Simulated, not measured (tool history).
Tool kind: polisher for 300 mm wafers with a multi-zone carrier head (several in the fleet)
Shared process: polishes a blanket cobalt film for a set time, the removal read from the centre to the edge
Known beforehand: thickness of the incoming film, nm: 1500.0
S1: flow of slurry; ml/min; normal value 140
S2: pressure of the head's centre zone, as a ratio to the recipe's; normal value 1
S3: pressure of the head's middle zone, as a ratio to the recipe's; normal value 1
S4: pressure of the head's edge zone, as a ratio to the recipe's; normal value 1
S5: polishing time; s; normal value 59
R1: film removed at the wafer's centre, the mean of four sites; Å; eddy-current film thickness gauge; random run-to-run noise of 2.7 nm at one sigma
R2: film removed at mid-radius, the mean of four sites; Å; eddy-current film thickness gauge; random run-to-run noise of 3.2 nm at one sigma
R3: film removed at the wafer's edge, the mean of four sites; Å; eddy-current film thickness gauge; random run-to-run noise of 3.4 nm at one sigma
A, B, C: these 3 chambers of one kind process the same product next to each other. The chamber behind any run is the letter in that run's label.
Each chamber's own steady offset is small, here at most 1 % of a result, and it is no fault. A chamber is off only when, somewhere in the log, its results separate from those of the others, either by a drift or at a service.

run,hour,S1,S2,S3,S4,S5,R1,R2,R3
# hour 2.9: chamber B: worn pad replaced by a new one
1C,7.1,140,1,1,1,59,2272.3,2263,2313.2
2A,21,140,1,1,1,59,2318.9,2346.1,2361.8
3B,32.2,140,1,1,1,59,2298.9,2320.7,2298.4
# hour 35: chamber A: worn pad replaced by a new one
# hour 35.4: chamber A: edge zone pressure recalibrated
# hour 40.9: chamber C: worn pad replaced by a new one
4C,44.8,140,1,1,1,59,2367.1,2299.7,2282.4
5A,55.9,140,1,1,1,59,2359,2387.1,2337.4
# hour 59.2: chamber C: slurry nozzle cleaned
6B,69.7,140,1,0.89,1,69,2729.5,2456.9,2703.1
7A,78.3,140,1,0.89,1,69,2689.3,2475.2,2730.4
8C,89.2,140,1,0.89,1,69,2698.9,2428.8,2706.3
# hour 91.3: chamber A: worn pad replaced by a new one
9B,98.1,140,1,1,1,59,2310.9,2352.2,2371.2
# hour 99.3: chamber C: worn pad replaced by a new one
# hour 102.1: chamber B: worn pad replaced by a new one
10A,112.3,140,1.06,1,1,59,2470.6,2365.4,2287.2
11C,119.1,140,1.06,1,1,59,2502.9,2368.4,2293.2
12B,131.3,140,1.06,1,1,59,2465.7,2389.9,2406
13A,139.6,95,1,1.11,1,59,1986.6,2281.2,2138
14B,149.5,95,1,1.11,1,59,2091.4,2352.8,2194.9
# hour 156.9: chamber C: worn pad replaced by a new one
15C,158.3,95,1,1.11,1,59,2151.2,2349.8,2219.2
# hour 159.7: chamber A: worn pad replaced by a new one
16A,171.1,140,1,1,1,59,2205.5,2306.3,2374.4
17C,182.3,140,1,1,1,59,2356.8,2340.8,2319.6
# hour 187.3: chamber B: worn pad replaced by a new one
18B,193.6,140,1,1,1,59,2293.9,2340.9,2261.2
19C,203,140,1,1,1,59,2287.5,2336.2,2297.7
20B,216.3,140,1,1,1,59,2401.1,2406.2,2361.1
# hour 223.1: chamber A: worn pad replaced by a new one
21A,229.7,140,1,1,1,59,2165.3,2377.2,2347
# hour 237.4: chamber A: slurry nozzle cleaned
22B,243.5,140,1,1,1,59,2358.5,2342.2,2324.8
23A,252.5,140,1,1,0.96,46,1677.1,1821.2,1752.7

The same settings go to every chamber for the next run, one line per chamber below. Forecast the results for each:
24A,262.8,140,1,1,1,59,?,?,?
24B,262.8,140,1,1,1,59,?,?,?
24C,262.8,140,1,1,1,59,?,?,?

run,R1,R2,R3
24A,2116.2,2312.1,2382.7
24B,2310.8,2351.5,2344.3
24C,2337.7,2263.4,2236.2
